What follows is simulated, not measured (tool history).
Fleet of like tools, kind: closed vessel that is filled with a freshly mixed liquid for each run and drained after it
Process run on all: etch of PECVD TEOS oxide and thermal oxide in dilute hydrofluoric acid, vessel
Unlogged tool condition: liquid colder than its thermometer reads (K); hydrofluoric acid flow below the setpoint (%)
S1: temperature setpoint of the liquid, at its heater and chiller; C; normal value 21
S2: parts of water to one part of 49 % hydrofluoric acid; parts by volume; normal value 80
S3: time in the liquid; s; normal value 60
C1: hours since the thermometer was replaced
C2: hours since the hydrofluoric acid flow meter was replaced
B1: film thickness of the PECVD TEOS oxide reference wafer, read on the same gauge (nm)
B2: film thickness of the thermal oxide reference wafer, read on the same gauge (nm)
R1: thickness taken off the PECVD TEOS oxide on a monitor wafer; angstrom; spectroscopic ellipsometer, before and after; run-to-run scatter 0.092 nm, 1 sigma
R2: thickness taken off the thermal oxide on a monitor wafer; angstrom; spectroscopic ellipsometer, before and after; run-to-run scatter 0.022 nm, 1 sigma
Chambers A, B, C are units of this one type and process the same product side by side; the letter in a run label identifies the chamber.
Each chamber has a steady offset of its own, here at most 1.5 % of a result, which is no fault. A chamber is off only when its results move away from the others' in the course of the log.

run	hour	S1	S2	S3	C1	C2	B1	B2	R1	R2
1B	10.2	21	80	60	621.2	1619.1	150.01	110	164.3	31.832
2C	21.5	21	80	60	32.1	367.7	150.01	109.98	163.22	31.527
3A	30.6	21	80	60	282.2	475.8	149.95	109.98	161.43	31.432
4B	37.1	21	80	60	648.1	1646	149.98	110	164.68	31.415
# hour 39.7: chamber B: hydrofluoric acid flow meter replaced
5A	43.3	21	80	60	294.9	488.5	149.97	110.01	161.53	31.84
6C	51	21	80	60	61.6	397.2	150.02	110.03	163.29	31.827
7B	57.1	21	80	60	668.1	17.5	150	109.99	164.71	31.93
8C	63.7	21	80	40	74.3	409.9	150.03	109.99	110.69	21.363
9A	69.3	21	80	40	320.9	514.5	150.01	110.02	107.39	20.763
10A	74.4	21	80	40	326	519.6	149.99	110	107.3	20.946
11C	80.1	21	80	60	90.7	426.3	150	110.06	164.58	31.638
12B	90.5	21	80	60	701.5	50.9	149.99	109.97	165	31.709
13C	95.6	21	80	60	106.2	441.8	150	110.02	163.64	31.541
14A	104.2	21	80	60	355.8	549.4	149.98	110.05	162.34	31.62
15B	114.1	21	80	60	725.1	74.5	149.98	110.01	165.65	31.54
16B	123.4	21	110	75	734.4	83.8	149.96	109.97	146.79	27.653
17A	128.8	21	110	75	380.4	574	150.01	110.02	141.46	27.904
18C	136.2	21	110	75	146.8	482.4	149.95	110	144.76	27.566
19C	143.8	21	80	60	154.4	490	149.97	110	164.54	31.952
20A	154.9	21	80	60	406.5	600.1	150.01	110.01	161.91	31.657
21B	165.2	21	80	60	776.2	125.6	150.03	110.04	165.61	31.492
22B	170.7	17	80	75	781.7	131.1	149.98	110.04	175.91	33.752
23C	181	17	80	75	191.6	527.2	150	110.01	174.05	33.327
24A	191.8	17	80	75	443.4	637	150.04	109.99	171.17	32.602
25B	201.8	21	80	60	812.8	162.2	149.97	110.03	164.74	31.336
26C	213.2	21	80	60	223.8	559.4	149.97	110.01	163.29	31.308
27A	222.5	21	80	60	474.1	667.7	149.99	110.01	161.75	31.465
28C	230	21	80	60	240.6	576.2	150.02	110	164.78	31.576
# hour 234.3: chamber A: hydrofluoric acid flow meter replaced
29B	238.1	21	80	60	849.1	198.5	150	110	166.19	32.104
30A	247.8	21	80	60	499.4	13.6	150.02	110.01	161.78	31.734
31B	255.3	21	80	60	866.3	215.7	150	110	165.63	31.904

Does one chamber stand apart from the rest, does the shared gauge drift, or is all well apart from small per-chamber offsets? Give the chamber and the most likely cause, where there is one.

Beyond each chamber's small constant offset nothing stands out, and the gauge stays steady.
